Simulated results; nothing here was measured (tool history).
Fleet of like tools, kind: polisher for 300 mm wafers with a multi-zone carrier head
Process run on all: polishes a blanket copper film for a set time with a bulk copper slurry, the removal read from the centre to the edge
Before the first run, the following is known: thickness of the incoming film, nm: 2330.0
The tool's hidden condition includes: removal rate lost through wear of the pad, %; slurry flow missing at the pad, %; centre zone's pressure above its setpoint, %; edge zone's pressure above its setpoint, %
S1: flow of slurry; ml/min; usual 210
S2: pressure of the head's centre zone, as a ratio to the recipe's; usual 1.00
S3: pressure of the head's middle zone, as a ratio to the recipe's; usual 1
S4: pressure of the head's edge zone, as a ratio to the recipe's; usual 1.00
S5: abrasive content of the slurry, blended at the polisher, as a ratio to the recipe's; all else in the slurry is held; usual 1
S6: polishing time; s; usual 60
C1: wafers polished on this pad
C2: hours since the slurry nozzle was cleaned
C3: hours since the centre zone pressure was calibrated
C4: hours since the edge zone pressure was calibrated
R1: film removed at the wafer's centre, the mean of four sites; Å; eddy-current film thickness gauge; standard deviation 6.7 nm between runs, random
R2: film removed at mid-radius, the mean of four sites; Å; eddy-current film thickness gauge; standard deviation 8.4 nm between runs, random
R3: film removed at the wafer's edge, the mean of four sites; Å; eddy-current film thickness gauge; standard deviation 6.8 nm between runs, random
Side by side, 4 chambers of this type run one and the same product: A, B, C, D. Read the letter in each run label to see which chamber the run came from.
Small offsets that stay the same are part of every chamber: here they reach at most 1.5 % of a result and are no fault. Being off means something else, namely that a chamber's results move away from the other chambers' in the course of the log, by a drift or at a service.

| run | day | S1 | S2 | S3 | S4 | S5 | S6 | C1 | C2 | C3 | C4 | R1 | R2 | R3 |
|---|---|---|---|---|---|---|---|---|---|---|---|---|---|---|
| 1B | 0.283 | 210 | 1.00 | 1 | 1.00 | 1 | 60 | 220 | 272.8 | 734.7 | 61.7 | 7183.9 | 7248.3 | 7348.3 |
| 2A | 0.562 | 210 | 1.00 | 1 | 1.00 | 1 | 60 | 497 | 160.2 | 418.3 | 806.6 | 7171.4 | 7173.6 | 7159.6 |
| 3C | 0.996 | 210 | 1.00 | 1 | 1.00 | 1 | 60 | 380 | 257.0 | 716.2 | 441.3 | 7188.0 | 7101.1 | 7308.0 |
| 4D | 1.238 | 210 | 1.00 | 1 | 1.00 | 1 | 60 | 936 | 262.7 | 275.6 | 376.0 | 7266.9 | 7263.4 | 7291.7 |
| 5C | 1.529 | 210 | 1.00 | 1 | 1.00 | 1 | 60 | 550 | 269.8 | 729.0 | 454.1 | 7143.4 | 7215.8 | 7217.4 |
|  | 1.733 | chamber A: worn pad replaced by a new one |
| 6A | 1.883 | 210 | 1.07 | 1 | 1.00 | 1 | 60 | 48 | 191.9 | 450.0 | 838.3 | 7798.9 | 7196.3 | 7175.5 |
|  | 2.179 | chamber D: worn pad replaced by a new one |
| 7D | 2.350 | 210 | 1.07 | 1 | 1.00 | 1 | 60 | 55 | 289.4 | 302.3 | 402.7 | 7783.7 | 7245.1 | 7265.9 |
| 8B | 2.612 | 210 | 1.07 | 1 | 1.00 | 1 | 60 | 961 | 328.7 | 790.6 | 117.6 | 7689.2 | 7207.3 | 7259.0 |
|  | 2.683 | chamber C: worn pad replaced by a new one |
|  | 2.733 | chamber B: worn pad replaced by a new one |
| 9A | 3.021 | 210 | 1.07 | 1 | 1.00 | 1 | 60 | 410 | 219.2 | 477.3 | 865.6 | 7827.9 | 7163.5 | 7206.7 |
| 10D | 3.275 | 210 | 1.00 | 1 | 1.00 | 1 | 60 | 349 | 311.6 | 324.5 | 424.9 | 7184.6 | 7185.4 | 7288.7 |
| 11B | 3.604 | 155 | 1.11 | 1 | 1.00 | 1 | 60 | 278 | 352.5 | 814.4 | 141.4 | 7603.8 | 6856.2 | 7030.2 |
| 12C | 4.054 | 155 | 1.11 | 1 | 1.00 | 1 | 60 | 436 | 330.4 | 789.6 | 514.7 | 7729.4 | 6812.6 | 7051.1 |
| 13C | 4.400 | 155 | 1.11 | 1 | 1.00 | 1 | 60 | 546 | 338.7 | 797.9 | 523.0 | 7786.2 | 7041.3 | 6983.5 |
|  | 4.696 | chamber A: worn pad replaced by a new one |
| 14A | 4.700 | 155 | 1.11 | 1 | 1.00 | 1 | 60 | 1 | 259.5 | 517.6 | 905.9 | 7532.5 | 6814.5 | 6911.7 |
| 15D | 5.033 | 210 | 1.00 | 1 | 1.00 | 1 | 60 | 909 | 353.8 | 366.7 | 467.1 | 7236.9 | 7329.4 | 7209.9 |
|  | 5.404 | chamber B: worn pad replaced by a new one |
| 16B | 5.417 | 210 | 0.94 | 1 | 1.11 | 1 | 60 | 4 | 396.0 | 857.9 | 184.9 | 6796.2 | 7252.0 | 7708.1 |
|  | 5.438 | chamber C: worn pad replaced by a new one |
|  | 5.733 | chamber A: slurry nozzle cleaned |
|  | 5.796 | chamber C: edge zone pressure recalibrated |
| 17C | 5.942 | 210 | 0.94 | 1 | 1.11 | 1 | 60 | 161 | 375.7 | 834.9 | 3.5 | 6867.5 | 7323.8 | 7711.9 |
|  | 6.396 | chamber D: worn pad replaced by a new one |
| 18B | 6.412 | 210 | 0.94 | 1 | 1.11 | 1 | 60 | 321 | 419.9 | 881.8 | 208.8 | 6627.8 | 7420.9 | 7636.4 |
| 19A | 6.842 | 210 | 0.94 | 1 | 1.11 | 1 | 60 | 683 | 26.7 | 569.0 | 957.3 | 6742.3 | 7339.1 | 7506.7 |
|  | 7.108 | chamber C: slurry nozzle cleaned |
| 20D | 7.146 | 210 | 1.00 | 1 | 1.00 | 1 | 60 | 238 | 404.5 | 417.4 | 517.8 | 7245.9 | 7215.1 | 7286.7 |
| 21C | 7.404 | 210 | 1.00 | 1 | 1.00 | 1 | 60 | 627 | 7.2 | 870.0 | 38.6 | 7589.0 | 7212.1 | 7190.7 |
|  | 7.446 | chamber A: worn pad replaced by a new one |
|  | 7.454 | chamber A: edge zone pressure recalibrated |
| 22D | 7.933 | 210 | 1.00 | 1 | 1.00 | 1 | 60 | 489 | 423.4 | 436.3 | 536.7 | 7157.6 | 7294.0 | 7286.5 |
|  | 8.004 | chamber C: worn pad replaced by a new one |
|  | 8.162 | chamber B: worn pad replaced by a new one |
|  | 8.292 | chamber D: slurry nozzle cleaned |
| 23A | 8.308 | 210 | 1.00 | 1 | 1.00 | 1 | 60 | 275 | 61.9 | 604.2 | 20.5 | 7148.0 | 7309.4 | 7269.1 |
| 24B | 8.792 | 210 | 1.00 | 1 | 1.00 | 1 | 60 | 200 | 477.0 | 938.9 | 265.9 | 7201.3 | 7139.3 | 7396.4 |
|  | 8.954 | chamber A: centre zone pressure recalibrated |
| 25D | 9.212 | 210 | 1.00 | 1 | 1.00 | 1 | 60 | 896 | 22.2 | 467.0 | 567.4 | 7234.2 | 7280.7 | 7140.7 |
| 26B | 9.517 | 210 | 1.00 | 1 | 1.00 | 1 | 60 | 431 | 494.4 | 956.3 | 283.3 | 7196.1 | 7109.2 | 7304.7 |
|  | 9.979 | chamber A: worn pad replaced by a new one |
| 27C | 10.062 | 210 | 1.00 | 1 | 1.00 | 1 | 60 | 656 | 71.0 | 933.8 | 102.4 | 7677.0 | 7267.6 | 7165.0 |
|  | 10.325 | chamber D: worn pad replaced by a new one |
| 28A | 10.342 | 210 | 1.00 | 1 | 1.00 | 1 | 60 | 116 | 110.7 | 33.4 | 69.3 | 7277.7 | 7298.6 | 7193.8 |
|  | 10.346 | chamber D: edge zone pressure recalibrated |
| 29D | 10.579 | 210 | 1.00 | 1 | 1.00 | 1 | 60 | 81 | 55.0 | 499.8 | 5.7 | 7270.4 | 7217.0 | 7198.7 |
| 30C | 10.867 | 210 | 1.00 | 1 | 1.00 | 1 | 60 | 912 | 90.3 | 953.1 | 121.7 | 7653.9 | 7237.1 | 7156.1 |
|  | 11.162 | chamber C: worn pad replaced by a new one |
|  | 11.208 | chamber B: worn pad replaced by a new one |
| 31A | 11.229 | 210 | 1.00 | 1 | 1.00 | 1 | 60 | 399 | 132.0 | 54.7 | 90.6 | 7176.1 | 7361.5 | 7121.2 |
| 32B | 11.533 | 210 | 1.00 | 1 | 1.00 | 1 | 60 | 104 | 542.8 | 1004.7 | 331.7 | 7220.6 | 7217.6 | 7339.7 |
| 33D | 11.900 | 210 | 1.00 | 1 | 1.00 | 1 | 60 | 502 | 86.7 | 531.5 | 37.4 | 7265.0 | 7127.3 | 7225.7 |
| 34B | 12.175 | 210 | 1.00 | 1 | 1.00 | 1 | 60 | 308 | 558.2 | 1020.1 | 347.1 | 7236.2 | 7038.9 | 7322.9 |
|  | 12.517 | chamber A: worn pad replaced by a new one |
| 35A | 12.696 | 210 | 1.00 | 1 | 1.00 | 1 | 60 | 58 | 167.2 | 89.9 | 125.8 | 7149.9 | 7121.3 | 7147.6 |
|  | 12.762 | chamber B: centre zone pressure recalibrated |
| 36C | 12.950 | 210 | 1.00 | 1 | 1.00 | 1 | 60 | 569 | 140.3 | 1003.1 | 171.7 | 7864.8 | 7321.7 | 7008.2 |
| 37A | 13.254 | 210 | 1.00 | 1 | 1.00 | 1 | 60 | 235 | 180.6 | 103.3 | 139.2 | 7257.3 | 7275.1 | 7104.1 |
| 38D | 13.596 | 210 | 1.00 | 1 | 1.00 | 1 | 60 | 1042 | 127.4 | 572.2 | 78.1 | 7319.2 | 7258.8 | 7272.9 |
| 39B | 13.962 | 210 | 1.00 | 1 | 1.00 | 1 | 60 | 877 | 601.1 | 28.8 | 390.0 | 7191.7 | 7313.6 | 7399.1 |

The same settings go to every chamber for the next run, one line per chamber below. Forecast the results for each:
| 40A | 14.354 | 210 | 1.00 | 1 | 1.00 | 1 | 60 |  |  |  |  | ? | ? | ? |
| 40B | 14.354 | 210 | 1.00 | 1 | 1.00 | 1 | 60 |  |  |  |  | ? | ? | ? |
| 40C | 14.354 | 210 | 1.00 | 1 | 1.00 | 1 | 60 |  |  |  |  | ? | ? | ? |
| 40D | 14.354 | 210 | 1.00 | 1 | 1.00 | 1 | 60 |  |  |  |  | ? | ? | ? |

| run | R1 | R2 | R3 |
|---|---|---|---|
| 40A | 7154.6 | 7294.6 | 7240.1 |
| 40B | 7130.5 | 7336.3 | 7345.8 |
| 40C | 7958.6 | 7177.3 | 7111.7 |
| 40D | 7220.1 | 7386.1 | 7240.9 |
